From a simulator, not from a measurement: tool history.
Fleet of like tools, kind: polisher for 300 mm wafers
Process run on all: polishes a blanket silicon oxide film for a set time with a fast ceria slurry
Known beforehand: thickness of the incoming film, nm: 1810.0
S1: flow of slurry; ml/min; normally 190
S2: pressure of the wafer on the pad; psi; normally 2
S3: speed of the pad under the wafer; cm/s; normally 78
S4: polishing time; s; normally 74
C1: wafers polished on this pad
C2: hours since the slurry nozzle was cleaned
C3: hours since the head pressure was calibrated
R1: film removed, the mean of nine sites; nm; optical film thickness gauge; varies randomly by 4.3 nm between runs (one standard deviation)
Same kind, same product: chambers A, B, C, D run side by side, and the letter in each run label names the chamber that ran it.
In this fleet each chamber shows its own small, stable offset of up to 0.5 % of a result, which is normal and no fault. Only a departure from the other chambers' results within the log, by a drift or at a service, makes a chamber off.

-- hour=7.8 chamber C: worn pad replaced by a new one
run 1B hour=13.1 | S1=190 S2=2 S3=78 S4=74 | C1=868 C2=58.1 C3=23.4 | R1=706.89
run 2C hour=24.1 | S1=190 S2=2 S3=78 S4=74 | C1=184 C2=364.2 C3=188.1 | R1=702.1
run 3A hour=38.1 | S1=190 S2=2 S3=78 S4=74 | C1=441 C2=45 C3=55.1 | R1=705.47
-- hour=43.4 chamber B: worn pad replaced by a new one
run 4D hour=53.3 | S1=190 S2=2 S3=78 S4=74 | C1=953 C2=238.7 C3=179.3 | R1=706.1
-- hour=60.7 chamber D: worn pad replaced by a new one
run 5D hour=67.4 | S1=190 S2=2 S3=78 S4=74 | C1=75 C2=252.8 C3=193.4 | R1=705.65
run 6B hour=74.7 | S1=160 S2=2 S3=78 S4=74 | C1=351 C2=119.7 C3=85 | R1=691.06
run 7C hour=86.9 | S1=160 S2=2 S3=78 S4=74 | C1=889 C2=427 C3=250.9 | R1=688.22
run 8A hour=101.9 | S1=160 S2=2 S3=78 S4=74 | C1=1158 C2=108.8 C3=118.9 | R1=685.02
-- hour=103.1 chamber A: worn pad replaced by a new one
-- hour=106.3 chamber C: worn pad replaced by a new one
run 9A hour=111.7 | S1=160 S2=2 S3=78 S4=74 | C1=97 C2=118.6 C3=128.7 | R1=681.64
run 10B hour=124.6 | S1=190 S2=2 S3=78 S4=74 | C1=912 C2=169.6 C3=134.9 | R1=707.65
run 11D hour=134 | S1=190 S2=2 S3=98 S4=74 | C1=823 C2=319.4 C3=260 | R1=872.65
-- hour=140.9 chamber B: worn pad replaced by a new one
run 12C hour=144.5 | S1=190 S2=2 S3=98 S4=74 | C1=429 C2=484.6 C3=308.5 | R1=887.35
run 13B hour=151.6 | S1=190 S2=2 S3=98 S4=74 | C1=120 C2=196.6 C3=161.9 | R1=890.98
run 14A hour=165.3 | S1=190 S2=2 S3=98 S4=74 | C1=699 C2=172.2 C3=182.3 | R1=879.1
-- hour=166.2 chamber D: worn pad replaced by a new one
run 15D hour=178.8 | S1=190 S2=2 S3=78 S4=74 | C1=141 C2=364.2 C3=304.8 | R1=688.37
run 16C hour=185.8 | S1=190 S2=2 S3=78 S4=74 | C1=892 C2=525.9 C3=349.8 | R1=707.5
-- hour=189.2 chamber C: worn pad replaced by a new one
-- hour=190.9 chamber A: worn pad replaced by a new one
-- hour=199.3 chamber C: slurry nozzle cleaned
run 17C hour=200.4 | S1=190 S2=2 S3=94 S4=74 | C1=126 C2=1.2 C3=364.4 | R1=856.44
run 18A hour=210 | S1=190 S2=2 S3=94 S4=74 | C1=214 C2=216.9 C3=227 | R1=837.53
run 19B hour=221.8 | S1=190 S2=2 S3=94 S4=74 | C1=909 C2=266.8 C3=232.1 | R1=851.89
-- hour=233.4 chamber A: slurry nozzle cleaned
run 20D hour=234.2 | S1=190 S2=2 S3=94 S4=74 | C1=763 C2=419.6 C3=360.2 | R1=826.89
-- hour=236.7 chamber D: slurry nozzle cleaned
run 21A hour=241.7 | S1=190 S2=2 S3=78 S4=74 | C1=570 C2=8.4 C3=258.7 | R1=701.41
-- hour=243.7 chamber B: worn pad replaced by a new one
run 22B hour=253 | S1=190 S2=2 S3=78 S4=74 | C1=104 C2=298 C3=263.3 | R1=710.72
-- hour=256.1 chamber D: worn pad replaced by a new one
run 23D hour=267.6 | S1=190 S2=2 S3=94 S4=83 | C1=130 C2=31 C3=393.6 | R1=929.29
run 24C hour=274.6 | S1=190 S2=2 S3=94 S4=83 | C1=959 C2=75.4 C3=438.6 | R1=962.58
run 25C hour=283.9 | S1=190 S2=2 S3=94 S4=83 | C1=1063 C2=84.7 C3=447.9 | R1=950.36
-- hour=288.5 chamber A: worn pad replaced by a new one
run 26B hour=291.5 | S1=190 S2=2 S3=94 S4=83 | C1=537 C2=336.5 C3=301.8 | R1=952.61
-- hour=293 chamber C: worn pad replaced by a new one
run 27A hour=303.2 | S1=190 S2=2 S3=78 S4=74 | C1=165 C2=69.9 C3=320.2 | R1=697.7
run 28D hour=318.7 | S1=190 S2=2 S3=78 S4=83 | C1=703 C2=82.1 C3=444.7 | R1=763.76
run 29A hour=332.4 | S1=190 S2=2 S3=78 S4=83 | C1=493 C2=99.1 C3=349.4 | R1=790.73
-- hour=335.4 chamber C: head pressure recalibrated
-- hour=337.4 chamber B: worn pad replaced by a new one
run 30C hour=346.3 | S1=190 S2=2 S3=78 S4=83 | C1=598 C2=147.1 C3=10.9 | R1=781.73
run 31B hour=357.7 | S1=190 S2=2 S3=78 S4=83 | C1=228 C2=402.7 C3=368 | R1=790.67
-- hour=358.1 chamber D: worn pad replaced by a new one
run 32D hour=367.8 | S1=190 S2=2 S3=78 S4=74 | C1=109 C2=131.2 C3=493.8 | R1=669.12
-- hour=370.7 chamber A: head pressure recalibrated
run 33B hour=379.5 | S1=190 S2=2 S3=78 S4=74 | C1=473 C2=424.5 C3=389.8 | R1=700.59
run 34D hour=389.3 | S1=190 S2=2 S3=78 S4=74 | C1=351 C2=152.7 C3=515.3 | R1=667.94
-- hour=394.8 chamber C: worn pad replaced by a new one
-- hour=396.6 chamber A: worn pad replaced by a new one
run 35C hour=404.6 | S1=190 S2=2 S3=78 S4=74 | C1=111 C2=205.4 C3=69.2 | R1=699.97
run 36A hour=414.7 | S1=190 S2=2 S3=78 S4=74 | C1=203 C2=181.4 C3=44.1 | R1=704.53
run 37D hour=428.3 | S1=190 S2=2 S3=78 S4=74 | C1=789 C2=191.7 C3=554.3 | R1=655.36
-- hour=437.4 chamber B: worn pad replaced by a new one
run 38A hour=442.6 | S1=190 S2=2 S3=78 S4=74 | C1=516 C2=209.3 C3=72 | R1=700.13
run 39C hour=456.7 | S1=240 S2=2 S3=96 S4=74 | C1=696 C2=257.5 C3=121.3 | R1=886.11
run 40B hour=470.7 | S1=240 S2=2 S3=96 S4=74 | C1=374 C2=515.7 C3=481 | R1=908.8
run 41C hour=479.8 | S1=240 S2=2 S3=96 S4=74 | C1=955 C2=280.6 C3=144.4 | R1=893.07

One chamber off, gauge drift, or nothing amiss beyond the chambers' own small offsets? If it is a chamber, which one, and what is the likeliest cause?

Chamber D drifts away from the others.
Cause: head's pressure below its setpoint, % = 6.46.

Chamber D could run next with any of the 4 candidate recipes listed below; each alters the usual settings, and their results appear as question marks. Which one brings its results back in line with what the other chambers deliver on the usual settings?
Maximum distance from the other chambers' mean on the usual settings for a result to count as in line: R1 15 nm
run 42D-1 hour=491.2 | S1=190 S2=2 S3=78 S4=69 | R1=?
run 42D-2 hour=491.2 | S1=190 S2=2 S3=80 S4=77 | R1=?
run 42D-3 hour=491.2 | S1=190 S2=1.8 S3=78 S4=74 | R1=?
run 42D-4 hour=491.2 | S1=195 S2=2 S3=86 S4=74 | R1=?

On the usual settings, the other chambers give on average: R1 703.14 nm
run=42D-1 R1=612.73
run=42D-2 R1=701.57
run=42D-3 R1=591.72
run=42D-4 R1=728.17
42D-2 brings the chamber back in line.

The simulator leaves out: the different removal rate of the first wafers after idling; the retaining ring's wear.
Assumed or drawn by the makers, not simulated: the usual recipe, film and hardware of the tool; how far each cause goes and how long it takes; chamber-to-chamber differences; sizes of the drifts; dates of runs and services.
